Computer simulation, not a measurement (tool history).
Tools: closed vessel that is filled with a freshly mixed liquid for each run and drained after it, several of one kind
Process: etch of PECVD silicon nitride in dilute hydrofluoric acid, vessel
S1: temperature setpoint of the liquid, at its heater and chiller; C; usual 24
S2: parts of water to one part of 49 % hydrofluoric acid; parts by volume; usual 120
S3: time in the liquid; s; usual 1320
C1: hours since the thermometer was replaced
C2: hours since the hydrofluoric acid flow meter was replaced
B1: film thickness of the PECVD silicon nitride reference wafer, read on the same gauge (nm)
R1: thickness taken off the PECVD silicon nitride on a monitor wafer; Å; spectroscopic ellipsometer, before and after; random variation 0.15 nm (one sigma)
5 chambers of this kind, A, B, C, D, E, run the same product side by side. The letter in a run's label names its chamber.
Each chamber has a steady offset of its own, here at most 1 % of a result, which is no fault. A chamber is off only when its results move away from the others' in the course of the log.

run	day	S1	S2	S3	C1	C2	B1	R1
1D	0.475	24	120	1320	2751.8	292.7	139.99	327.8
2C	0.967	24	120	1320	1408	353.1	140.02	325.28
3A	1.521	24	120	1320	533	573.4	139.99	324.96
4E	2.033	24	120	1320	265.2	760.2	140.03	326.25
5B	2.475	29	120	1855	554.7	763.3	139.99	642.63
# day 2.638: chamber E: hydrofluoric acid flow meter replaced
6A	2.992	29	120	1855	568.3	608.7	140	633.75
7C	3.4	29	120	1855	1466.4	411.5	140.04	630.46
8D	3.667	29	120	1855	2828.4	369.3	140.02	631.01
9B	4.038	29	120	1855	592.2	800.8	140	636.73
10E	4.412	24	120	1320	322.3	42.6	140.01	324.9
11B	4.946	24	120	1320	614	822.6	140.04	328.31
12A	5.492	24	120	1320	628.3	668.7	139.97	330.9
13C	5.854	24	120	1320	1525.3	470.4	139.98	325.85
14E	6.225	24	120	1320	365.8	86.1	139.98	325.42
15D	6.538	24	120	1320	2897.3	438.2	140.01	327.86
16C	6.933	24	120	1320	1551.2	496.3	140.01	328.74
17D	7.471	24	120	1320	2919.7	460.6	140.04	328.04
18E	7.804	24	120	1320	403.7	124	139.97	323.37
19B	8.383	24	120	1320	696.5	905.1	140.02	329.63
# day 8.658: chamber D: thermometer replaced
20A	8.679	24	120	1320	704.8	745.2	140	331.14
21D	9.096	24	120	1320	10.5	499.6	139.99	327.89
22B	9.433	19.5	120	590	721.7	930.3	139.99	108.1
23A	9.908	19.5	120	590	734.3	774.7	140.02	110.84
24C	10.5	19.5	120	590	1636.8	581.9	140.01	108.3
25E	11.062	19.5	120	590	481.9	202.2	139.96	107.49
# day 11.296: chamber B: hydrofluoric acid flow meter replaced
26A	11.383	19.5	120	590	769.7	810.1	139.99	110.8
27B	11.8	24	120	1320	778.5	12.1	140.02	329.91
28D	12.333	24	120	1320	88.2	577.3	140	328.37
29E	12.817	24	120	1320	524	244.3	140.02	324.63
30C	13.288	24	170	570	1703.7	648.8	140	99.697

Is one chamber off against the others, does the gauge drift, or is nothing wrong? If a chamber is off, say which, and what the likeliest cause is.

Chamber A drifts away from the others.
Cause: hydrofluoric acid flow above the setpoint (%) = 4.
The log may not tell that from: liquid hotter than its thermometer reads (K).

Here are 4 candidates for chamber A's next run, each the usual settings with a change, their results left as question marks. Which one brings its results back in line with what the others give on the usual settings?
In line means no further than this from the other chambers' mean on the usual settings: R1 5.1 Å
31A-1	13.712	23.5	120	1320				?
31A-2	13.712	25	120	1320				?
31A-3	13.712	24	115	1320				?
31A-4	13.712	23	120	1320				?

The other chambers' mean on the usual settings: R1 326.78 Å
run	R1
31A-1	329.28
31A-2	363.66
31A-3	354.94
31A-4	318.39
31A-1 brings the chamber back in line.
